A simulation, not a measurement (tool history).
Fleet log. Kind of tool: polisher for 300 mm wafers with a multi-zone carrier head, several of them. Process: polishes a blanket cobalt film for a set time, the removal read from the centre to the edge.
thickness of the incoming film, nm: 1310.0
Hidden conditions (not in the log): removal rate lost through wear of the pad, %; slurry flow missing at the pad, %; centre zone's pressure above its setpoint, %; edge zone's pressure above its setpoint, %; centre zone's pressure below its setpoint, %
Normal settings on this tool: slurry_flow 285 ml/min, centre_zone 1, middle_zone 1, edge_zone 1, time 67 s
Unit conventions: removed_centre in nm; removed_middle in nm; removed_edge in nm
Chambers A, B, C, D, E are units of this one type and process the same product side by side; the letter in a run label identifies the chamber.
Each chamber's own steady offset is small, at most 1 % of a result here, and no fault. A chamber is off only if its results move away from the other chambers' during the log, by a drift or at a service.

run	hour	slurry_flow	centre_zone	middle_zone	edge_zone	time	wafers polished on this pad	hours since the slurry nozzle was cleaned	hours since the centre zone pressure was calibrated	hours since the edge zone pressure was calibrated	removed_centre	removed_middle	removed_edge
1E	7.7	285	1	1	1	67	480	253.8	814.4	151.9	389.34	387.97	389.71
# hour 8.2: chamber B: worn pad replaced by a new one
2B	15.6	285	1	1	1	67	114	209.3	437.4	382.5	387.64	390.55	391.19
3A	23.2	285	1	1	1	67	692	650.6	253.8	1012.9	380.97	401.05	382.57
# hour 26.5: chamber A: centre zone pressure recalibrated
4D	35.8	285	1	1	1	67	948	56.7	1315.4	317.1	392.68	380.8	384.23
5C	41.9	190	1	1	1	67	935	351.2	384.7	301.2	363.73	371.25	378.9
6C	53.5	190	1	1	1	67	1113	362.8	396.3	312.8	360.11	375.67	371.43
# hour 53.6: chamber D: worn pad replaced by a new one
# hour 54: chamber E: worn pad replaced by a new one
# hour 56.7: chamber A: worn pad replaced by a new one
# hour 57.6: chamber C: edge zone pressure recalibrated
# hour 57.7: chamber C: worn pad replaced by a new one
# hour 57.9: chamber E: centre zone pressure recalibrated
7E	63.9	190	1	1	1	67	153	310	6.1	208.1	382.29	367.01	374.83
8A	71.8	190	1	1	1	67	233	699.2	45.3	1061.5	367.92	382.48	375.21
9B	83.2	190	1	1	1	67	1153	276.9	505	450.1	370.37	368.08	376.53
# hour 93: chamber B: worn pad replaced by a new one
10D	95.7	285	1	1.06	1.11	67	647	116.6	1375.3	377	377.53	413.13	399.2
# hour 96.3: chamber A: slurry nozzle cleaned
11B	108.3	285	1	1.06	1.11	67	235	302	530.1	475.2	380.48	424.12	411.54
12D	119.3	285	1	1.06	1.11	67	1010	140.2	1398.9	400.6	386.42	414.94	413.51
# hour 125.4: chamber E: worn pad replaced by a new one
# hour 127.4: chamber A: worn pad replaced by a new one
# hour 130.1: chamber D: worn pad replaced by a new one
13C	130.8	285	1	1.06	1.11	67	1123	440.1	473.6	73.2	383.88	408.5	419.08
# hour 131: chamber C: worn pad replaced by a new one
14A	139.4	285	1	1.06	1.11	67	185	43.1	112.9	1129.1	387.72	421.05	409.43
# hour 145.8: chamber B: edge zone pressure recalibrated
15E	147.5	285	1	1	1	67	340	393.6	89.7	291.7	396.37	385.81	391.97
# hour 159.3: chamber B: worn pad replaced by a new one
16E	160.3	285	1	1	1	67	537	406.4	102.5	304.5	396.38	382.96	387.12
17B	169.2	285	1	1	1	67	152	362.9	591	23.5	390.96	380.23	390.79
18D	177.7	285	1	1	1	67	731	198.6	1457.3	459	386.33	385.47	389.41
19A	184.6	285	1	1	1	67	879	88.3	158.1	1174.3	392.78	400.88	386.92
# hour 189.7: chamber E: worn pad replaced by a new one
20C	194.5	285	1	1	1	67	975	503.8	537.3	136.9	382	396.51	386.42
# hour 195.8: chamber D: centre zone pressure recalibrated
# hour 202.3: chamber A: worn pad replaced by a new one
21B	204.2	285	1	1	1	67	690	397.9	626	58.5	390.53	379.87	396.8
# hour 211.7: chamber D: worn pad replaced by a new one
22D	211.9	285	1	1	1.04	67	4	232.8	16.2	493.2	344.58	386.91	398.31
# hour 214.7: chamber C: worn pad replaced by a new one
23E	220	285	1	1	1.04	67	465	466.1	162.2	364.2	396.84	386.86	395.13
24C	232.3	285	1	1	1.04	67	270	541.6	575.1	174.7	386.38	393.08	397.18
25A	244.9	285	1	1	1.04	67	655	148.6	218.4	1234.6	385.45	395.29	395.97
# hour 245.5: chamber B: worn pad replaced by a new one
26A	252	285	1	1	1.04	67	764	155.7	225.5	1241.7	386.93	391.31	389.69
27D	263.3	285	1	1.07	1	67	794	284.2	67.6	544.6	345.22	404.29	375.46
# hour 270.8: chamber E: worn pad replaced by a new one
28E	275.1	285	1	1.07	1	67	67	521.2	217.3	419.3	394.89	410.57	385.63
# hour 280.9: chamber A: worn pad replaced by a new one
# hour 281.9: chamber C: worn pad replaced by a new one
29B	285.7	285	1	1.07	1	67	618	479.4	707.5	140	388.24	416.56	393.54
30C	293	285	1	1.07	1	67	170	602.3	635.8	235.4	392.08	420.93	387.6
# hour 294: chamber D: worn pad replaced by a new one
# hour 297.5: chamber E: edge zone pressure recalibrated
31D	301.6	285	1	1.07	1	67	118	322.5	105.9	582.9	335.33	409.7	384.44
32B	313.6	285	1	1	1	89	1047	507.3	735.4	167.9	518.51	514.83	512.67
# hour 316.1: chamber B: worn pad replaced by a new one
# hour 320.2: chamber A: centre zone pressure recalibrated
33E	325.6	285	1	1	1	89	842	571.7	267.8	28.1	533.82	523.44	519.88
# hour 337.5: chamber E: worn pad replaced by a new one
34A	337.5	285	1	1	1	89	870	241.2	17.4	1327.2	523.46	524.1	511.27
35C	345.8	285	1	1	1	89	981	655.1	688.6	288.2	516.67	517.13	510.66
# hour 349: chamber A: worn pad replaced by a new one
# hour 353.4: chamber B: slurry nozzle cleaned
36E	353.7	285	1	1	1	89	249	599.8	295.9	56.2	517.84	520.27	522.82
37D	361	285	1	1	1.07	89	1030	381.9	165.3	642.3	456.45	514.13	525.18
38A	367.8	285	1	1	1.07	89	289	271.5	47.7	1357.5	506.32	518.49	533.06
39B	375.5	285	1	1	1.07	89	913	22.2	797.3	229.8	524.17	523.51	527.5

The same settings go to every chamber for the next run, one line per chamber below. Forecast the results for each:
40A	384.7	285	1	0.9	1	67					?	?	?
40B	384.7	285	1	0.9	1	67					?	?	?
40C	384.7	285	1	0.9	1	67					?	?	?
40D	384.7	285	1	0.9	1	67					?	?	?
40E	384.7	285	1	0.9	1	67					?	?	?

run	removed_centre	removed_middle	removed_edge
40A	395.49	353.31	392.01
40B	395.31	353.78	387.17
40C	398.2	346.71	397.24
40D	340.06	362.66	394.69
40E	387.47	352.95	381.71

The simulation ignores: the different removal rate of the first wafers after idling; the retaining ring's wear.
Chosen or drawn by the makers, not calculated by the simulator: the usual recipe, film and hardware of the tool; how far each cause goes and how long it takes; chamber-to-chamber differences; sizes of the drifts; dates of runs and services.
